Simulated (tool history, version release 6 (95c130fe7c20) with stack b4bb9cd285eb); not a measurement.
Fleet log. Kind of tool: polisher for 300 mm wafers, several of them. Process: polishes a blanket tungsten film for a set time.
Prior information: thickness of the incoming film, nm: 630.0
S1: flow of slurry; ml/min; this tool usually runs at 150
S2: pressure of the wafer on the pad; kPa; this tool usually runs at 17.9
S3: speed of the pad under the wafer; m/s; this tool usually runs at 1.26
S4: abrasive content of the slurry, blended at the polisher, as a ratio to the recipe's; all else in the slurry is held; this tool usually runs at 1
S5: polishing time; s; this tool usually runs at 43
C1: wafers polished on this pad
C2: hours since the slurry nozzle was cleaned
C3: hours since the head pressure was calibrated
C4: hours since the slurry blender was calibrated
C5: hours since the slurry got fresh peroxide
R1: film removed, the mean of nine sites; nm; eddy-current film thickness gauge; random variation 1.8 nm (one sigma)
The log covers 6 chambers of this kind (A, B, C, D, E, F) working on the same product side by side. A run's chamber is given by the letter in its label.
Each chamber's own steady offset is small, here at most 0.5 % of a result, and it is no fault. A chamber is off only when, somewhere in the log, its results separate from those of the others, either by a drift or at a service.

run     day   S1    S2    S3    S4  S5    C1     C2      C3     C4     C5      R1
      0.217  -- chamber E: slurry blender recalibrated
      0.271  -- chamber F: slurry blender recalibrated
 1C   0.271  150  17.9  1.26     1  43   558    126   107.7    168   31.1  155.23
      0.479  -- chamber A: slurry tank refilled with fresh slurry and peroxide
 2F   0.508  150  17.9  1.26     1  43   162    550     195    5.8   60.1  147.89
       0.75  -- chamber C: worn pad replaced by a new one
 3A    0.75  150  17.9  1.26     1  43   480  557.2  1240.5  165.8    6.5  152.93
      0.875  -- chamber D: head pressure recalibrated
      1.071  -- chamber B: worn pad replaced by a new one
 4E   1.096  150  17.9  1.26     1  43   405  473.4   659.3   21.1   57.4  148.63
      1.142  -- chamber B: slurry tank refilled with fresh slurry and peroxide
 5B   1.346  150  17.9  1.26     1  43    67   58.3     790  113.7      5  149.62
      1.512  -- chamber D: worn pad replaced by a new one
      1.558  -- chamber B: slurry blender recalibrated
 6D   1.754  150  17.9  1.26     1  43    59  595.5    21.2  130.7  139.3   148.6
      1.854  -- chamber E: slurry tank refilled with fresh slurry and peroxide
      1.971  -- chamber E: worn pad replaced by a new one
 7B   2.204  150  17.9  1.26     1  43   277   78.9   810.6   15.5   25.6   150.3
 8C   2.479  150  17.9  1.26     1  43   423    179   160.7    221   84.1  152.34
      2.542  -- chamber F: slurry tank refilled with fresh slurry and peroxide
 9D   2.862  150  17.9  1.26     1  43   330  622.1    47.8  157.3  165.9  149.78
      3.104  -- chamber A: worn pad replaced by a new one
10E   3.179  150  17.9  1.26     1  43   295  523.4   709.3   71.1   31.9   152.2
      3.396  -- chamber D: slurry blender recalibrated
        3.5  -- chamber D: slurry tank refilled with fresh slurry and peroxide
11F   3.646  150  17.9  1.26     1  43   929  625.3   270.3   81.1   26.6  149.61
      3.662  -- chamber B: slurry tank refilled with fresh slurry and peroxide
      3.942  -- chamber E: head pressure recalibrated
      3.979  -- chamber B: worn pad replaced by a new one
12A   3.992  150  17.9  1.26     1  43   217    635  1318.3  243.6   84.3  150.09
      4.083  -- chamber C: worn pad replaced by a new one
13E   4.454  150  17.9  1.26     1  43   606    554    12.3  101.7   62.5  149.99
      4.708  -- chamber E: worn pad replaced by a new one
14C   4.746  150  17.9  1.26     1  43   162  233.4   215.1  275.4  138.5  152.54
      4.758  -- chamber A: head pressure recalibrated
      4.862  -- chamber D: worn pad replaced by a new one
      4.975  -- chamber F: worn pad replaced by a new one
15B   5.221  150  17.9  1.26     1  43   303  151.3     883   87.9   37.4  152.34
      5.238  -- chamber E: slurry tank refilled with fresh slurry and peroxide
16D   5.662  150  17.9  1.26     1  43   195  689.3     115   54.5   51.9  153.19
      5.875  -- chamber C: slurry nozzle cleaned
17A   6.038  165  17.9  1.26   0.8  43   717  684.1    30.8  292.7  133.4  135.16
      6.271  -- chamber B: slurry tank refilled with fresh slurry and peroxide
18F   6.417  165  17.9  1.26   0.8  43   353  691.8   336.8  147.6   93.1  145.52
      6.517  -- chamber C: slurry tank refilled with fresh slurry and peroxide
      6.717  -- chamber B: worn pad replaced by a new one
      6.888  -- chamber F: slurry tank refilled with fresh slurry and peroxide
19C   6.929  165  17.9  1.26   0.8  43   696   25.4   267.5  327.8    9.9  144.94
      7.433  -- chamber C: worn pad replaced by a new one
      7.462  -- chamber B: slurry blender recalibrated
20A   7.467  165  17.9  1.26   0.8  43  1066  718.4    65.1    327  167.7  133.98
       7.55  -- chamber A: worn pad replaced by a new one
21D   7.762  165  17.9  1.26   0.8  43   708  739.7   165.4  104.9  102.3  148.69
      7.808  -- chamber E: worn pad replaced by a new one
      7.842  -- chamber A: slurry tank refilled with fresh slurry and peroxide
      7.929  -- chamber C: slurry blender recalibrated
      8.054  -- chamber D: worn pad replaced by a new one
22B   8.121  165  17.9  1.26   0.8  43   343  220.9   952.6   15.9   44.5  142.52
23F   8.408  150  17.9  1.26     1  43   839  739.6   384.6  195.4   36.6  148.34
      8.638  -- chamber E: slurry tank refilled with fresh slurry and peroxide
24E   8.812  150  17.9  1.26     1  43   246  658.6   116.9  206.3    4.3  151.47
25C   9.067  150  17.9  1.26     1  43   399   76.7   318.8   27.4   61.2  153.71
      9.079  -- chamber B: slurry tank refilled with fresh slurry and peroxide
26B   9.396  150  17.9  1.26     1  43   655  251.5   983.2   46.5    7.7  150.88
      9.542  -- chamber B: worn pad replaced by a new one
27D   9.662  150  17.9  1.26     1  43   393  785.3     211  150.5  147.9  148.38
28E  10.046  150  17.9  1.26     1  43   547  688.2   146.5  235.9   33.9  151.91
     10.179  -- chamber F: slurry nozzle cleaned
     10.346  -- chamber C: worn pad replaced by a new one
     10.504  -- chamber F: worn pad replaced by a new one
     10.517  -- chamber E: worn pad replaced by a new one
29A  10.558  150  17.9  1.26     1  43   735  792.6   139.3  401.2   65.3  143.37
30F   10.95  150  17.9  1.26     1  43   109   18.6   445.6  256.4   97.6  148.52
     11.029  -- chamber D: slurry tank refilled with fresh slurry and peroxide
     11.158  -- chamber A: slurry blender recalibrated
     11.192  -- chamber F: slurry tank refilled with fresh slurry and peroxide
31C  11.338  150  17.9  1.26     1  43   242  131.2   373.3   81.9  115.7  151.97
     11.383  -- chamber D: worn pad replaced by a new one
     11.404  -- chamber A: worn pad replaced by a new one
     11.583  -- chamber D: slurry blender recalibrated
32E  11.688  150  17.9  1.26     1  43   286  727.6   185.9  275.3   73.3  147.23
     11.788  -- chamber B: slurry tank refilled with fresh slurry and peroxide
     11.862  -- chamber E: slurry tank refilled with fresh slurry and peroxide
33F  12.104  150  17.9  1.26     1  43   391   46.3   473.3  284.1   21.9  149.45
34B  12.379  150  17.9  1.26     1  43   693  323.1  1054.8  118.1   14.2  152.96
     12.421  -- chamber B: worn pad replaced by a new one
     12.758  -- chamber C: slurry tank refilled with fresh slurry and peroxide
35A  12.879  150  17.9  1.26     1  43   360  848.3     195   41.4    121  139.85
     13.088  -- chamber E: worn pad replaced by a new one
36D  13.142  150  17.9  1.26     1  43   429  868.8   294.5   37.5   50.7  151.78
37D  13.512  150  17.9  1.26     1  43   520  877.7   303.4   46.4   59.6  152.16
     13.646  -- chamber C: worn pad replaced by a new one
38B  13.796  150  12.4  1.26  0.85  43   336  357.1  1088.8  152.1   48.2  101.19
39E  14.167  150  12.4  1.26  0.85  43   264  787.1   245.4  334.8   55.4  100.98
40C  14.646  150  12.4  1.26  0.85  43   244  210.6   452.7  161.3   45.4  102.54

Does one chamber stand apart from the rest, does the shared gauge drift, or is all well apart from small per-chamber offsets? Give the chamber and the most likely cause, where there is one.

A service left chamber A off against the others.
What lies behind it: head's pressure below its setpoint, % = 6.19.

Below are 4 candidate recipes for chamber A's next run, each the usual settings with a change, their results shown as question marks. Which of them brings A's results back in line with what the other chambers give on the usual settings?
Allowed miss from the other chambers' usual-settings mean, per result, to count as in line: R1 6.4 nm
41A-1  15.033  150  18.6  1.26   1  44                       ?
41A-2  15.033  150  17.2   1.2   1  41                       ?
41A-3  15.033  150  17.2  1.24   1  42                       ?
41A-4  15.033  150  18.6  1.32   1  45                       ?

Other chambers, usual settings, mean: R1 150.24 nm
  run      R1
41A-1  150.39
41A-2  123.62
41A-3  130.88
41A-4  161.17
41A-1 brings the chamber back in line.

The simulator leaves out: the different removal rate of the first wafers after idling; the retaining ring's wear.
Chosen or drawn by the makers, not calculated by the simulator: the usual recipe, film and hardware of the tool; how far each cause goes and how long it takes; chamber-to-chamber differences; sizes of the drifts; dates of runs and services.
